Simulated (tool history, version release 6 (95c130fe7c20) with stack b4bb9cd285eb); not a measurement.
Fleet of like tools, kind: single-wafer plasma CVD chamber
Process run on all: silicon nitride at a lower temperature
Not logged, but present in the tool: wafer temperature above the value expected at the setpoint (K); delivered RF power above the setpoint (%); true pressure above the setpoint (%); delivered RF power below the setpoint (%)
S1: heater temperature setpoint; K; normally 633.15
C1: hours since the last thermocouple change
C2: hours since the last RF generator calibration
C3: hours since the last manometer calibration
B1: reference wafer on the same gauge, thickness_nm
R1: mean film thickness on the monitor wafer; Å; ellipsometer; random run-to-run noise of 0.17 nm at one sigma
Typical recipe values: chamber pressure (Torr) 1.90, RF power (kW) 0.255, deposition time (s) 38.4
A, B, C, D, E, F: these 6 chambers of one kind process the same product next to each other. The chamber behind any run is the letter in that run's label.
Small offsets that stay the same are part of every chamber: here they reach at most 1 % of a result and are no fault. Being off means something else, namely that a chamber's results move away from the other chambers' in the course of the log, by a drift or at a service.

{"run": "1E", "hour": 9.0, "S1": 633.15, "chamber pressure (Torr)": 1.9, "RF power (kW)": 0.255, "deposition time (s)": 38.4, "C1": 1262.4, "C2": 335.5, "C3": 37.4, "B1": 37.61, "R1": 425.35}
{"run": "2F", "hour": 18.4, "S1": 633.15, "chamber pressure (Torr)": 1.9, "RF power (kW)": 0.255, "deposition time (s)": 38.4, "C1": 1356.4, "C2": 1449.7, "C3": 339.9, "B1": 37.626, "R1": 418.53}
{"run": "3A", "hour": 25.0, "S1": 633.15, "chamber pressure (Torr)": 1.9, "RF power (kW)": 0.255, "deposition time (s)": 38.4, "C1": 764.4, "C2": 192.7, "C3": 1830.9, "B1": 37.579, "R1": 422.32}
{"run": "4D", "hour": 32.2, "S1": 633.15, "chamber pressure (Torr)": 1.9, "RF power (kW)": 0.255, "deposition time (s)": 38.4, "C1": 1553.9, "C2": 1084.9, "C3": 924.2, "B1": 37.587, "R1": 416.05}
{"run": "5C", "hour": 37.8, "S1": 633.15, "chamber pressure (Torr)": 1.9, "RF power (kW)": 0.255, "deposition time (s)": 38.4, "C1": 780.3, "C2": 1062.8, "C3": 1131.8, "B1": 37.589, "R1": 418.03}
{"run": "6B", "hour": 46.4, "S1": 633.15, "chamber pressure (Torr)": 1.9, "RF power (kW)": 0.255, "deposition time (s)": 38.4, "C1": 1490.7, "C2": 1073.6, "C3": 252.1, "B1": 37.622, "R1": 421.69}
{"run": "7D", "hour": 55.9, "S1": 633.15, "chamber pressure (Torr)": 1.9, "RF power (kW)": 0.255, "deposition time (s)": 38.4, "C1": 1577.6, "C2": 1108.6, "C3": 947.9, "B1": 37.645, "R1": 416.75}
{"run": "8C", "hour": 63.6, "S1": 633.15, "chamber pressure (Torr)": 1.9, "RF power (kW)": 0.255, "deposition time (s)": 38.4, "C1": 806.1, "C2": 1088.6, "C3": 1157.6, "B1": 37.572, "R1": 416.08}
{"run": "9B", "hour": 68.9, "S1": 633.15, "chamber pressure (Torr)": 1.58, "RF power (kW)": 0.255, "deposition time (s)": 42.6, "C1": 1513.2, "C2": 1096.1, "C3": 274.6, "B1": 37.585, "R1": 444.93}
{"run": "10E", "hour": 75.1, "S1": 633.15, "chamber pressure (Torr)": 1.58, "RF power (kW)": 0.255, "deposition time (s)": 42.6, "C1": 1328.5, "C2": 401.6, "C3": 103.5, "B1": 37.639, "R1": 446.08}
{"run": "11A", "hour": 81.7, "S1": 633.15, "chamber pressure (Torr)": 1.58, "RF power (kW)": 0.255, "deposition time (s)": 42.6, "C1": 821.1, "C2": 249.4, "C3": 1887.6, "B1": 37.572, "R1": 442.91}
{"run": "12F", "hour": 86.8, "S1": 633.15, "chamber pressure (Torr)": 1.58, "RF power (kW)": 0.255, "deposition time (s)": 42.6, "C1": 1424.8, "C2": 1518.1, "C3": 408.3, "B1": 37.612, "R1": 442.82}
{"run": "13F", "hour": 95.2, "S1": 633.15, "chamber pressure (Torr)": 1.58, "RF power (kW)": 0.255, "deposition time (s)": 42.6, "C1": 1433.2, "C2": 1526.5, "C3": 416.7, "B1": 37.599, "R1": 445.12}
{"hour": 101.4, "done": "chamber E: thermocouple changed; heater temperature recalibrated"}
{"run": "14E", "hour": 104.8, "S1": 633.15, "chamber pressure (Torr)": 1.58, "RF power (kW)": 0.255, "deposition time (s)": 42.6, "C1": 3.5, "C2": 431.3, "C3": 133.2, "B1": 37.604, "R1": 449.78}
{"run": "15A", "hour": 110.7, "S1": 633.15, "chamber pressure (Torr)": 1.9, "RF power (kW)": 0.255, "deposition time (s)": 38.4, "C1": 850.1, "C2": 278.4, "C3": 1916.6, "B1": 37.589, "R1": 420.24}
{"run": "16B", "hour": 118.7, "S1": 638.15, "chamber pressure (Torr)": 2.09, "RF power (kW)": 0.255, "deposition time (s)": 38.4, "C1": 1563.0, "C2": 1145.9, "C3": 324.4, "B1": 37.623, "R1": 429.22}
{"run": "17C", "hour": 127.3, "S1": 638.15, "chamber pressure (Torr)": 2.09, "RF power (kW)": 0.255, "deposition time (s)": 38.4, "C1": 869.8, "C2": 1152.3, "C3": 1221.3, "B1": 37.616, "R1": 428.98}
{"run": "18D", "hour": 133.3, "S1": 638.15, "chamber pressure (Torr)": 2.09, "RF power (kW)": 0.255, "deposition time (s)": 38.4, "C1": 1655.0, "C2": 1186.0, "C3": 1025.3, "B1": 37.566, "R1": 429.37}
{"run": "19A", "hour": 141.9, "S1": 638.15, "chamber pressure (Torr)": 2.09, "RF power (kW)": 0.255, "deposition time (s)": 38.4, "C1": 881.3, "C2": 309.6, "C3": 1947.8, "B1": 37.61, "R1": 430.78}
{"run": "20E", "hour": 149.2, "S1": 638.15, "chamber pressure (Torr)": 2.09, "RF power (kW)": 0.255, "deposition time (s)": 38.4, "C1": 47.9, "C2": 475.7, "C3": 177.6, "B1": 37.598, "R1": 431.32}
{"run": "21D", "hour": 158.0, "S1": 638.15, "chamber pressure (Torr)": 2.09, "RF power (kW)": 0.255, "deposition time (s)": 38.4, "C1": 1679.7, "C2": 1210.7, "C3": 1050.0, "B1": 37.608, "R1": 424.54}
{"run": "22C", "hour": 165.6, "S1": 633.15, "chamber pressure (Torr)": 1.9, "RF power (kW)": 0.255, "deposition time (s)": 34.2, "C1": 908.1, "C2": 1190.6, "C3": 1259.6, "B1": 37.563, "R1": 374.86}
{"hour": 169.5, "done": "chamber D: RF generator calibrated"}
{"run": "23F", "hour": 172.0, "S1": 633.15, "chamber pressure (Torr)": 1.9, "RF power (kW)": 0.255, "deposition time (s)": 34.2, "C1": 1510.0, "C2": 1603.3, "C3": 493.5, "B1": 37.602, "R1": 376.57}
{"run": "24B", "hour": 180.8, "S1": 633.15, "chamber pressure (Torr)": 1.9, "RF power (kW)": 0.255, "deposition time (s)": 34.2, "C1": 1625.1, "C2": 1208.0, "C3": 386.5, "B1": 37.584, "R1": 376.28}
{"run": "25B", "hour": 186.3, "S1": 633.15, "chamber pressure (Torr)": 1.9, "RF power (kW)": 0.255, "deposition time (s)": 34.2, "C1": 1630.6, "C2": 1213.5, "C3": 392.0, "B1": 37.61, "R1": 375.25}
{"run": "26F", "hour": 192.4, "S1": 633.15, "chamber pressure (Torr)": 1.9, "RF power (kW)": 0.255, "deposition time (s)": 34.2, "C1": 1530.4, "C2": 1623.7, "C3": 513.9, "B1": 37.623, "R1": 374.27}
{"run": "27A", "hour": 197.2, "S1": 633.15, "chamber pressure (Torr)": 1.9, "RF power (kW)": 0.255, "deposition time (s)": 34.2, "C1": 936.6, "C2": 364.9, "C3": 2003.1, "B1": 37.549, "R1": 374.74}
{"run": "28E", "hour": 202.4, "S1": 633.15, "chamber pressure (Torr)": 1.9, "RF power (kW)": 0.255, "deposition time (s)": 38.4, "C1": 101.1, "C2": 528.9, "C3": 230.8, "B1": 37.584, "R1": 417.59}
{"run": "29D", "hour": 209.8, "S1": 633.15, "chamber pressure (Torr)": 1.9, "RF power (kW)": 0.255, "deposition time (s)": 38.4, "C1": 1731.5, "C2": 40.4, "C3": 1101.8, "B1": 37.647, "R1": 415.27}
{"run": "30C", "hour": 217.4, "S1": 633.15, "chamber pressure (Torr)": 1.9, "RF power (kW)": 0.255, "deposition time (s)": 38.4, "C1": 959.9, "C2": 1242.4, "C3": 1311.4, "B1": 37.648, "R1": 423.48}
{"run": "31D", "hour": 226.6, "S1": 633.15, "chamber pressure (Torr)": 1.9, "RF power (kW)": 0.255, "deposition time (s)": 38.4, "C1": 1748.3, "C2": 57.2, "C3": 1118.6, "B1": 37.586, "R1": 419.7}
{"run": "32B", "hour": 235.3, "S1": 633.15, "chamber pressure (Torr)": 1.9, "RF power (kW)": 0.255, "deposition time (s)": 38.4, "C1": 1679.6, "C2": 1262.5, "C3": 441.0, "B1": 37.606, "R1": 423.47}
{"run": "33E", "hour": 242.0, "S1": 633.15, "chamber pressure (Torr)": 1.9, "RF power (kW)": 0.255, "deposition time (s)": 38.4, "C1": 140.7, "C2": 568.5, "C3": 270.4, "B1": 37.614, "R1": 412.41}
{"run": "34A", "hour": 249.1, "S1": 633.15, "chamber pressure (Torr)": 1.9, "RF power (kW)": 0.255, "deposition time (s)": 38.4, "C1": 988.5, "C2": 416.8, "C3": 2055.0, "B1": 37.596, "R1": 417.81}
{"run": "35C", "hour": 253.9, "S1": 633.15, "chamber pressure (Torr)": 1.9, "RF power (kW)": 0.255, "deposition time (s)": 38.4, "C1": 996.4, "C2": 1278.9, "C3": 1347.9, "B1": 37.57, "R1": 419.38}
{"run": "36F", "hour": 259.0, "S1": 633.15, "chamber pressure (Torr)": 1.9, "RF power (kW)": 0.255, "deposition time (s)": 38.4, "C1": 1597.0, "C2": 1690.3, "C3": 580.5, "B1": 37.594, "R1": 418.35}
{"run": "37B", "hour": 268.2, "S1": 633.15, "chamber pressure (Torr)": 1.9, "RF power (kW)": 0.255, "deposition time (s)": 38.4, "C1": 1712.5, "C2": 1295.4, "C3": 473.9, "B1": 37.626, "R1": 423.05}
{"run": "38D", "hour": 276.8, "S1": 633.15, "chamber pressure (Torr)": 1.9, "RF power (kW)": 0.255, "deposition time (s)": 38.4, "C1": 1798.5, "C2": 107.4, "C3": 1168.8, "B1": 37.609, "R1": 416.12}
{"run": "39C", "hour": 281.3, "S1": 633.15, "chamber pressure (Torr)": 1.9, "RF power (kW)": 0.255, "deposition time (s)": 38.4, "C1": 1023.8, "C2": 1306.3, "C3": 1375.3, "B1": 37.597, "R1": 422.07}
{"run": "40A", "hour": 289.8, "S1": 633.15, "chamber pressure (Torr)": 1.9, "RF power (kW)": 0.255, "deposition time (s)": 38.4, "C1": 1029.2, "C2": 457.5, "C3": 2095.7, "B1": 37.586, "R1": 418.45}
{"run": "41F", "hour": 295.6, "S1": 633.15, "chamber pressure (Torr)": 1.9, "RF power (kW)": 0.255, "deposition time (s)": 38.4, "C1": 1633.6, "C2": 1726.9, "C3": 617.1, "B1": 37.588, "R1": 421.38}

The same settings go to every chamber for the next run, one line per chamber below. Forecast the results for each:
{"run": "42A", "hour": 302.4, "S1": 633.15, "chamber pressure (Torr)": 1.9, "RF power (kW)": 0.255, "deposition time (s)": 38.4, "R1": "?"}
{"run": "42B", "hour": 302.4, "S1": 633.15, "chamber pressure (Torr)": 1.9, "RF power (kW)": 0.255, "deposition time (s)": 38.4, "R1": "?"}
{"run": "42C", "hour": 302.4, "S1": 633.15, "chamber pressure (Torr)": 1.9, "RF power (kW)": 0.255, "deposition time (s)": 38.4, "R1": "?"}
{"run": "42D", "hour": 302.4, "S1": 633.15, "chamber pressure (Torr)": 1.9, "RF power (kW)": 0.255, "deposition time (s)": 38.4, "R1": "?"}
{"run": "42E", "hour": 302.4, "S1": 633.15, "chamber pressure (Torr)": 1.9, "RF power (kW)": 0.255, "deposition time (s)": 38.4, "R1": "?"}
{"run": "42F", "hour": 302.4, "S1": 633.15, "chamber pressure (Torr)": 1.9, "RF power (kW)": 0.255, "deposition time (s)": 38.4, "R1": "?"}

run=42A R1=418.74
run=42B R1=421.11
run=42C R1=420.47
run=42D R1=418.68
run=42E R1=407.11
run=42F R1=420.57

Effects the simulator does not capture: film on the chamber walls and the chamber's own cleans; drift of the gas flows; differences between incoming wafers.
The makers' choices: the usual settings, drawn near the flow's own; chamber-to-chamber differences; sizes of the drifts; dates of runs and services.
